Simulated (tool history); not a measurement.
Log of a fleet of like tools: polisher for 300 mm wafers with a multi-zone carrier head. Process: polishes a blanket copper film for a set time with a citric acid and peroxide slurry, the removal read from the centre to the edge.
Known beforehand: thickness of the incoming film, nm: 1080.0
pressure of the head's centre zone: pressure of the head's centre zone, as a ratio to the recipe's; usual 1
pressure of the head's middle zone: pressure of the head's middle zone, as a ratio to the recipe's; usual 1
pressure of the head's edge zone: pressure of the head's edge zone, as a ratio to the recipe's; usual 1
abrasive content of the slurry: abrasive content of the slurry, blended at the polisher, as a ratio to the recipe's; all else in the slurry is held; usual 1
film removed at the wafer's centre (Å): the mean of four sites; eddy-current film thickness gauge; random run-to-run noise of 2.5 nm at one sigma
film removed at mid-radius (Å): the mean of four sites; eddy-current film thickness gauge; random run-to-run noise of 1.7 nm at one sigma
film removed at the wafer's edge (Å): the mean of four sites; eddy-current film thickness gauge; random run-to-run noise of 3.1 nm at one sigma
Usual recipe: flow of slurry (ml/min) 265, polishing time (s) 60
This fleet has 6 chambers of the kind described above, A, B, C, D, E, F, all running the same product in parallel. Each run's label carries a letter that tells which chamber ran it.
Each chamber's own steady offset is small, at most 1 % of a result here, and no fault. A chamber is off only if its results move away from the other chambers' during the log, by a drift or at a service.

| run | day | flow of slurry (ml/min) | pressure of the head's centre zone | pressure of the head's middle zone | pressure of the head's edge zone | abrasive content of the slurry | polishing time (s) | film removed at the wafer's centre (Å) | film removed at mid-radius (Å) | film removed at the wafer's edge (Å) |
|---|---|---|---|---|---|---|---|---|---|---|
|  | 0.1 | chamber C: slurry nozzle cleaned |
| 1B | 0.254 | 265 | 1 | 1 | 1 | 1 | 60 | 2251.7 | 2231.5 | 2203.6 |
| 2A | 0.571 | 265 | 1 | 1 | 1 | 1 | 60 | 2228.5 | 2239.3 | 2292.5 |
| 3D | 0.775 | 265 | 1 | 1 | 1 | 1 | 60 | 2173 | 2227.7 | 2197.9 |
| 4E | 1.138 | 265 | 1 | 1 | 1 | 1 | 60 | 2219.3 | 2196.7 | 2223 |
|  | 1.404 | chamber C: worn pad replaced by a new one |
|  | 1.438 | chamber A: worn pad replaced by a new one |
| 5F | 1.475 | 265 | 1 | 1 | 1 | 1 | 60 | 2227.9 | 2237 | 2252 |
|  | 1.546 | chamber B: worn pad replaced by a new one |
| 6C | 1.75 | 265 | 1 | 1 | 1 | 1 | 60 | 2221.4 | 2244.6 | 2249.2 |
|  | 1.917 | chamber E: worn pad replaced by a new one |
|  | 1.983 | chamber B: centre zone pressure recalibrated |
| 7F | 2.033 | 265 | 1 | 1 | 1 | 1 | 60 | 2248.6 | 2258.4 | 2223.3 |
| 8D | 2.338 | 265 | 1 | 1 | 1 | 1 | 60 | 2221.5 | 2216.7 | 2196.9 |
| 9A | 2.658 | 265 | 1 | 1 | 1 | 1 | 60 | 2220.2 | 2193.7 | 2253.9 |
|  | 2.85 | chamber D: worn pad replaced by a new one |
| 10B | 2.971 | 265 | 1 | 1 | 1 | 1 | 60 | 2201.9 | 2212.6 | 2262.9 |
| 11E | 3.204 | 265 | 1 | 0.94 | 1 | 1 | 60 | 2229.3 | 2092.2 | 2220.1 |
| 12C | 3.458 | 265 | 1 | 0.94 | 1 | 1 | 60 | 2193.3 | 2118.9 | 2156.3 |
| 13E | 3.8 | 265 | 1 | 0.94 | 1 | 1 | 60 | 2181.8 | 2056.1 | 2169.4 |
| 14B | 4.025 | 265 | 1 | 0.94 | 1 | 1 | 60 | 2225.5 | 2107.5 | 2208.7 |
| 15A | 4.2 | 265 | 1 | 0.94 | 1 | 1 | 60 | 2179.3 | 2052.1 | 2257.7 |
|  | 4.442 | chamber B: worn pad replaced by a new one |
| 16D | 4.542 | 265 | 1 | 0.94 | 1 | 1 | 60 | 2232.7 | 2131.2 | 2190.3 |
| 17C | 4.896 | 265 | 1 | 1 | 1 | 1 | 60 | 2206.1 | 2201.1 | 2248.7 |
| 18F | 5.2 | 265 | 1 | 1 | 1 | 1 | 60 | 2214.5 | 2258.4 | 2203 |
|  | 5.271 | chamber E: centre zone pressure recalibrated |
| 19C | 5.379 | 265 | 1 | 1 | 1 | 1 | 60 | 2213.1 | 2198.7 | 2225.9 |
|  | 5.533 | chamber E: worn pad replaced by a new one |
| 20D | 5.633 | 265 | 1 | 1 | 1 | 1 | 60 | 2201.9 | 2223.3 | 2223.2 |
|  | 5.646 | chamber D: slurry nozzle cleaned |
|  | 5.675 | chamber F: worn pad replaced by a new one |
|  | 5.683 | chamber A: worn pad replaced by a new one |
| 21B | 5.904 | 265 | 1 | 1 | 1 | 1 | 60 | 2201 | 2213.9 | 2195.1 |
| 22A | 6.129 | 265 | 1 | 1 | 1 | 1 | 60 | 2198.2 | 2213 | 2236.8 |
| 23F | 6.3 | 265 | 1 | 1 | 1 | 1 | 60 | 2216.2 | 2229.5 | 2193.8 |
|  | 6.488 | chamber D: worn pad replaced by a new one |
| 24E | 6.592 | 265 | 1 | 1 | 1 | 1 | 60 | 1904.8 | 2208.6 | 2153.1 |
| 25F | 6.783 | 265 | 1 | 1 | 0.88 | 1 | 60 | 2232.6 | 2253.8 | 2084.3 |
| 26C | 7.088 | 265 | 1 | 1 | 0.88 | 1 | 60 | 2186.9 | 2189.4 | 2083 |
| 27A | 7.267 | 265 | 1 | 1 | 0.88 | 1 | 60 | 2186.7 | 2196.1 | 2119.1 |
|  | 7.417 | chamber B: worn pad replaced by a new one |
| 28E | 7.517 | 265 | 1 | 1 | 0.88 | 1 | 60 | 1924.3 | 2216.6 | 2103.6 |
|  | 7.833 | chamber C: worn pad replaced by a new one |
| 29D | 7.846 | 265 | 1 | 1 | 0.88 | 1 | 60 | 2214.9 | 2235.1 | 2053.4 |
|  | 7.992 | chamber A: slurry nozzle cleaned |
|  | 8.062 | chamber E: slurry nozzle cleaned |
| 30B | 8.067 | 265 | 1 | 1 | 0.88 | 1 | 60 | 2201 | 2251.2 | 2114.3 |
|  | 8.071 | chamber F: centre zone pressure recalibrated |
| 31C | 8.325 | 265 | 1 | 1 | 1 | 1 | 60 | 2249.7 | 2211.5 | 2260.3 |
| 32F | 8.642 | 265 | 1 | 1 | 0.95 | 1 | 69 | 2596.7 | 2607 | 2510.8 |
|  | 8.721 | chamber E: worn pad replaced by a new one |
| 33B | 8.879 | 265 | 1 | 1 | 0.95 | 1 | 69 | 2518.2 | 2548.2 | 2482.7 |
| 34A | 9.179 | 265 | 1 | 1 | 0.95 | 1 | 69 | 2571.7 | 2591.9 | 2498.1 |
| 35D | 9.508 | 265 | 1 | 1 | 0.95 | 1 | 69 | 2584.4 | 2613.7 | 2534.4 |
| 36E | 9.8 | 265 | 1 | 1 | 0.95 | 1 | 69 | 2219.7 | 2517.7 | 2501.3 |
|  | 10.017 | chamber D: worn pad replaced by a new one |
| 37F | 10.108 | 265 | 1 | 1 | 0.95 | 1 | 69 | 2594.7 | 2571.2 | 2450.8 |
| 38D | 10.354 | 335 | 1 | 1 | 0.92 | 1 | 60 | 2284.8 | 2309 | 2134.2 |
|  | 10.392 | chamber B: worn pad replaced by a new one |
| 39E | 10.579 | 335 | 1 | 1 | 0.92 | 1 | 60 | 2010.7 | 2250.5 | 2141.2 |
| 40B | 10.758 | 335 | 1 | 1 | 0.92 | 1 | 60 | 2243.4 | 2278.6 | 2173 |
| 41C | 11.1 | 335 | 1 | 1 | 0.92 | 1 | 60 | 2236.3 | 2251.5 | 2148 |

For the next run the whole fleet of 6 chambers uses the same settings. Give each chamber's results:
| 42A | 11.362 | 335 | 1 | 1 | 1 | 1 | 60 | ? | ? | ? |
| 42B | 11.362 | 335 | 1 | 1 | 1 | 1 | 60 | ? | ? | ? |
| 42C | 11.362 | 335 | 1 | 1 | 1 | 1 | 60 | ? | ? | ? |
| 42D | 11.362 | 335 | 1 | 1 | 1 | 1 | 60 | ? | ? | ? |
| 42E | 11.362 | 335 | 1 | 1 | 1 | 1 | 60 | ? | ? | ? |
| 42F | 11.362 | 335 | 1 | 1 | 1 | 1 | 60 | ? | ? | ? |

| run | film removed at the wafer's centre (Å) | film removed at mid-radius (Å) | film removed at the wafer's edge (Å) |
|---|---|---|---|
| 42A | 2245.9 | 2264.6 | 2234.2 |
| 42B | 2279.8 | 2279.8 | 2240.5 |
| 42C | 2260.9 | 2263.4 | 2292.1 |
| 42D | 2258.1 | 2265.6 | 2231.2 |
| 42E | 1943.8 | 2257.2 | 2246.1 |
| 42F | 2258.2 | 2291.9 | 2241.5 |
